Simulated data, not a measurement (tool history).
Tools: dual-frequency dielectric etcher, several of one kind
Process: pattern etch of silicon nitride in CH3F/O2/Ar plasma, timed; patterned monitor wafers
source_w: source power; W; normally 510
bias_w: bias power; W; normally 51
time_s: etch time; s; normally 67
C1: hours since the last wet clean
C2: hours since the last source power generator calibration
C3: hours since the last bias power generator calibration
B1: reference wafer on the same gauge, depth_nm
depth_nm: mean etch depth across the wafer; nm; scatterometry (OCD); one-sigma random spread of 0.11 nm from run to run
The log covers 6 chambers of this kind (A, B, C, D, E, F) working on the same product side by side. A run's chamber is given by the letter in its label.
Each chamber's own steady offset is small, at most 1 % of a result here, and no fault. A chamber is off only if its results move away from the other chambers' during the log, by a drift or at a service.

Run 1C, hour 7.6: usual settings; C1 177.4; C2 314.9; C3 777.4; B1 51.327. Result: depth_nm 46.119 nm.
Run 2B, hour 14.6: usual settings; C1 105.1; C2 1260.4; C3 2184.8; B1 51.313. Result: depth_nm 46.022 nm.
Run 3F, hour 22: usual settings; C1 409.3; C2 4042.1; C3 3993; B1 51.278. Result: depth_nm 46.193 nm.
At hour 27: chamber F: source power generator calibrated.
Run 4D, hour 35.2: usual settings; C1 342; C2 556; C3 1863.4; B1 51.276. Result: depth_nm 45.687 nm.
Run 5A, hour 41.6: usual settings; C1 249.9; C2 150.2; C3 2736.8; B1 51.311. Result: depth_nm 45.962 nm.
Run 6E, hour 47.8: usual settings; C1 465.9; C2 1372.1; C3 3155.3; B1 51.314. Result: depth_nm 45.742 nm.
Run 7E, hour 60.9: usual settings; C1 479; C2 1385.2; C3 3168.4; B1 51.277. Result: depth_nm 45.882 nm.
Run 8B, hour 73.1: usual settings; C1 163.6; C2 1318.9; C3 2243.3; B1 51.309. Result: depth_nm 45.99 nm.
At hour 76.4: chamber F: wet clean of the chamber.
Run 9F, hour 85.6: usual settings; C1 9.2; C2 58.6; C3 4056.6; B1 51.264. Result: depth_nm 45.899 nm.
Run 10D, hour 94.5: usual settings; C1 401.3; C2 615.3; C3 1922.7; B1 51.293. Result: depth_nm 45.778 nm.
Run 11A, hour 108.2: usual settings; C1 316.5; C2 216.8; C3 2803.4; B1 51.285. Result: depth_nm 46.029 nm.
Run 12C, hour 120.5: usual settings; C1 290.3; C2 427.8; C3 890.3; B1 51.33. Result: depth_nm 46.003 nm.
Run 13B, hour 131.1: usual settings; C1 221.6; C2 1376.9; C3 2301.3; B1 51.285. Result: depth_nm 46.097 nm.
At hour 134.3: chamber E: wet clean of the chamber.
Run 14C, hour 140.8: usual settings; C1 310.6; C2 448.1; C3 910.6; B1 51.296. Result: depth_nm 46.078 nm.
Run 15E, hour 152.5: usual settings; C1 18.2; C2 1476.8; C3 3260; B1 51.291. Result: depth_nm 45.833 nm.
Run 16D, hour 158.7: usual settings; C1 465.5; C2 679.5; C3 1986.9; B1 51.303. Result: depth_nm 45.977 nm.
Run 17F, hour 164.7: usual settings; C1 88.3; C2 137.7; C3 4135.7; B1 51.302. Result: depth_nm 46.058 nm.
Run 18A, hour 171: usual settings; C1 379.3; C2 279.6; C3 2866.2; B1 51.256. Result: depth_nm 46.337 nm.
Run 19C, hour 180.9: usual settings; C1 350.7; C2 488.2; C3 950.7; B1 51.297. Result: depth_nm 46.311 nm.
At hour 194: chamber D: wet clean of the chamber.
Run 20A, hour 194.4: usual settings; C1 402.7; C2 303; C3 2889.6; B1 51.275. Result: depth_nm 46.195 nm.
Run 21B, hour 203.2: usual settings; C1 293.7; C2 1449; C3 2373.4; B1 51.317. Result: depth_nm 45.997 nm.
Run 22F, hour 216.4: usual settings; C1 140; C2 189.4; C3 4187.4; B1 51.3. Result: depth_nm 46.026 nm.
Run 23D, hour 229.7: usual settings; C1 35.7; C2 750.5; C3 2057.9; B1 51.278. Result: depth_nm 46.029 nm.
Run 24E, hour 239.4: usual settings but source_w 610 W; C1 105.1; C2 1563.7; C3 3346.9; B1 51.275. Result: depth_nm 48.98 nm.
At hour 250.6: chamber B: wet clean of the chamber.
Run 25B, hour 252.7: usual settings but source_w 610 W; C1 2.1; C2 1498.5; C3 2422.9; B1 51.3. Result: depth_nm 49.298 nm.
Run 26C, hour 264.8: usual settings but source_w 610 W; C1 434.6; C2 572.1; C3 1034.6; B1 51.311. Result: depth_nm 49.867 nm.
At hour 265.5: chamber A: wet clean of the chamber.
Run 27D, hour 278: usual settings but source_w 610 W; C1 84; C2 798.8; C3 2106.2; B1 51.288. Result: depth_nm 49.429 nm.
Run 28A, hour 285.3: usual settings but source_w 610 W; C1 19.8; C2 393.9; C3 2980.5; B1 51.313. Result: depth_nm 49.449 nm.
Run 29E, hour 298: usual settings but source_w 610 W; C1 163.7; C2 1622.3; C3 3405.5; B1 51.279. Result: depth_nm 48.86 nm.
Run 30F, hour 309.2: usual settings; C1 232.8; C2 282.2; C3 4280.2; B1 51.299. Result: depth_nm 45.871 nm.
Run 31F, hour 320.7: usual settings but source_w 620 W, time_s 52.5 s; C1 244.3; C2 293.7; C3 4291.7; B1 51.308. Result: depth_nm 38.985 nm.
Run 32A, hour 331.5: usual settings but source_w 620 W, time_s 52.5 s; C1 66; C2 440.1; C3 3026.7; B1 51.295. Result: depth_nm 39.083 nm.
Run 33C, hour 338.6: usual settings but source_w 620 W, time_s 52.5 s; C1 508.4; C2 645.9; C3 1108.4; B1 51.327. Result: depth_nm 39.85 nm.
Run 34B, hour 345: usual settings but source_w 620 W, time_s 52.5 s; C1 94.4; C2 1590.8; C3 2515.2; B1 51.286. Result: depth_nm 39.051 nm.
Run 35E, hour 357.6: usual settings but source_w 620 W, time_s 52.5 s; C1 223.3; C2 1681.9; C3 3465.1; B1 51.325. Result: depth_nm 38.579 nm.
Run 36D, hour 370.6: usual settings but source_w 620 W, time_s 52.5 s; C1 176.6; C2 891.4; C3 2198.8; B1 51.283. Result: depth_nm 38.738 nm.
Run 37C, hour 377.1: usual settings; C1 546.9; C2 684.4; C3 1146.9; B1 51.335. Result: depth_nm 47.055 nm.
Run 38E, hour 389.8: usual settings; C1 255.5; C2 1714.1; C3 3497.3; B1 51.258. Result: depth_nm 45.623 nm.
Run 39A, hour 397.3: usual settings; C1 131.8; C2 505.9; C3 3092.5; B1 51.275. Result: depth_nm 46.269 nm.

Read the log: is a single chamber off, either drifting away or since a service, is the gauge that measures every chamber drifting, or is nothing wrong beyond small per-chamber offsets? Name any odd chamber and what most likely caused it.

Little by little, chamber C moves away from the other chambers.
Most likely cause: etch rate over this chamber's usual, % = 2.52.

Which of the 4 candidates below, each the usual settings with something changed and its results left as question marks, puts chamber C back in line with what the other chambers give on the usual settings?
Maximum distance from the other chambers' mean on the usual settings for a result to count as in line: depth_nm 0.4 nm
Run 40C-1, hour 407.1: usual settings but time_s 66.5 s. Result: depth_nm ?.
Run 40C-2, hour 407.1: usual settings but source_w 520 W. Result: depth_nm ?.
Run 40C-3, hour 407.1: usual settings but time_s 68.5 s. Result: depth_nm ?.
Run 40C-4, hour 407.1: usual settings but time_s 65.5 s. Result: depth_nm ?.

Mean of the other chambers on the usual settings: depth_nm 45.982 nm
  run  depth_nm
40C-1    46.759
40C-2    47.476
40C-3    48.165
40C-4    46.056
The right change is 40C-4: it brings the chamber back within the allowed miss of the others.
